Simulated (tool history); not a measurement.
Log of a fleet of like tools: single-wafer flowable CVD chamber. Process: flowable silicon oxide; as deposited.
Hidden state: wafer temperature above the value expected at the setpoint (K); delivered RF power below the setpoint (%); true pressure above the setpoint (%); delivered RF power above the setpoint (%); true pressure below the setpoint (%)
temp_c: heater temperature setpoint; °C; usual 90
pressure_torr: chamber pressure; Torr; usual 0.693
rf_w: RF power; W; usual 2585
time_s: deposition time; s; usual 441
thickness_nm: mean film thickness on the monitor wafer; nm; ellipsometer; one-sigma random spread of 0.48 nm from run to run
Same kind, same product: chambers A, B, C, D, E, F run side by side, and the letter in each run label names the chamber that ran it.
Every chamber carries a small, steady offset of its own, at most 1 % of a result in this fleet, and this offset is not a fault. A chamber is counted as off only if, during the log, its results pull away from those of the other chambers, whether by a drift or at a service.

run     day  temp_c  pressure_torr  rf_w  time_s  hours since the last thermocouple change  hours since the last RF generator calibration  hours since the last manometer calibration  read-back reference wafer on the same gauge, thickness_nm  thickness_nm
 1B   0.238      90          0.693  2585     441                                    1981.2                                          862.7                                      1734.1                                                     370.01        321.27
 2A   0.521      90          0.693  2585     441                                    1793.4                                          632.6                                      1473.9                                                     369.91        323.97
 3F   0.779      90          0.693  2585     441                                     673.2                                         1102.2                                       731.6                                                     369.92        322.78
 4C   1.108      90          0.693  2585     441                                    1251.2                                          231.7                                      1976.8                                                     369.71        322.29
 5D   1.433      90          0.693  3020     387                                     507.1                                         1033.0                                       671.0                                                     369.80        288.10
 6E   1.808      90          0.693  3020     387                                    1856.0                                          385.0                                      1345.2                                                     369.86        285.49
 7F   2.046      90          0.693  3020     387                                     703.6                                         1132.6                                       762.0                                                     369.81        286.92
 8B   2.312      90          0.693  3020     387                                    2031.0                                          912.5                                      1783.9                                                     369.80        286.40
 9A   2.558      90          0.693  3020     387                                    1842.3                                          681.5                                      1522.8                                                     369.72        287.22
10C   2.833      90          0.693  3020     387                                    1292.6                                          273.1                                      2018.2                                                     369.64        286.78
11E   3.346      90          0.693  2585     441                                    1892.9                                          421.9                                      1382.1                                                     369.63        320.49
12D   3.854      90          0.693  2210     407                                     565.2                                         1091.1                                       729.1                                                     369.39        291.55
13A   4.096      90          0.693  2210     407                                    1879.2                                          718.4                                      1559.7                                                     369.41        291.30
14D   4.521      90          0.693  2210     407                                     581.2                                         1107.1                                       745.1                                                     369.35        291.21
15C   5.025      90          0.693  2210     407                                    1345.2                                          325.7                                      2070.8                                                     369.25        289.58
16B   5.346      90          0.693  2210     407                                    2103.8                                          985.3                                      1856.7                                                     369.11        290.07
17F   5.738      90          0.693  2210     407                                     792.2                                         1221.2                                       850.6                                                     369.16        290.72
18E   6.029      90          0.693  2585     441                                    1957.3                                          486.3                                      1446.5                                                     369.13        320.09
19E   6.388      90          0.693  2585     441                                    1965.9                                          494.9                                      1455.1                                                     369.13        319.40
20C   6.746      90          0.596  2585     364                                    1386.5                                          367.0                                      2112.1                                                     369.08        215.59
21F   7.108      90          0.596  2585     364                                     825.1                                         1254.1                                       883.5                                                     369.07        216.25
22D   7.396      90          0.596  2585     364                                     650.2                                         1176.1                                       814.1                                                     369.01        216.50
23A   7.633      90          0.596  2585     364                                    1964.1                                          803.3                                      1644.6                                                     369.05        216.88
24B   8.129      90          0.596  2585     364                                    2170.6                                         1052.1                                      1923.5                                                     368.88        215.75
25A   8.421      90          0.596  2585     364                                    1983.0                                          822.2                                      1663.5                                                     368.77        216.18
26D   8.817      90          0.693  2585     441                                     684.3                                         1210.2                                       848.2                                                     368.80        322.38
27E   9.208      90          0.693  2585     441                                    2033.6                                          562.6                                      1522.8                                                     368.73        320.58
28C   9.662      90          0.693  2585     441                                    1456.5                                          437.0                                      2182.1                                                     368.66        320.72
29B  10.133      90          0.693  2585     441                                    2218.7                                         1100.2                                      1971.6                                                     368.77        320.64
     10.375  -- chamber A: RF generator calibrated
30F  10.508      90          0.693  2585     441                                     906.7                                         1335.7                                       965.1                                                     368.63        321.25
31E  11.033      90          0.693  2585     441                                    2077.4                                          606.4                                      1566.6                                                     368.40        319.71
32A  11.383      90          0.561  2585     373                                    2054.1                                           24.3                                      1734.6                                                     368.52        203.89
33B  11.746      90          0.561  2585     373                                    2257.4                                         1138.9                                      2010.3                                                     368.35        202.62
34D  12.125      90          0.561  2585     373                                     763.7                                         1289.6                                       927.6                                                     368.33        202.89
     12.283  -- chamber E: thermocouple changed; heater temperature recalibrated
35F  12.608      90          0.561  2585     373                                     957.1                                         1386.1                                      1015.5                                                     368.34        203.27
36C  13.050      90          0.561  2585     373                                    1537.8                                          518.3                                      2263.4                                                     368.17        202.14
37D  13.312      90          0.561  2585     373                                     792.2                                         1318.1                                       956.1                                                     368.18        202.81
38C  13.721      90          0.693  2585     441                                    1553.9                                          534.4                                      2279.5                                                     368.14        320.09
39E  14.058      90          0.693  2585     441                                      42.6                                          679.0                                      1639.2                                                     368.10        319.39
40A  14.450      90          0.693  2585     441                                    2127.7                                           97.9                                      1808.2                                                     368.16        322.56
41F  14.750      90          0.641  2155     441                                    1008.5                                         1437.5                                      1066.9                                                     367.79        280.36
42B  15.183      90          0.641  2155     441                                    2339.9                                         1221.4                                      2092.8                                                     367.95        280.02
43D  15.583      90          0.641  2155     441                                     846.7                                         1372.6                                      1010.6                                                     367.74        281.15
44E  16.100      90          0.641  2155     441                                      91.6                                          728.0                                      1688.2                                                     367.89        279.17

Is one chamber off against the others, does the gauge drift, or is nothing wrong? If a chamber is off, say which, and what the likeliest cause is.

The gauge drifts, so all chambers seem to drift together. No chamber is off.
Likeliest cause: gauge reads low (%) = 0.611.

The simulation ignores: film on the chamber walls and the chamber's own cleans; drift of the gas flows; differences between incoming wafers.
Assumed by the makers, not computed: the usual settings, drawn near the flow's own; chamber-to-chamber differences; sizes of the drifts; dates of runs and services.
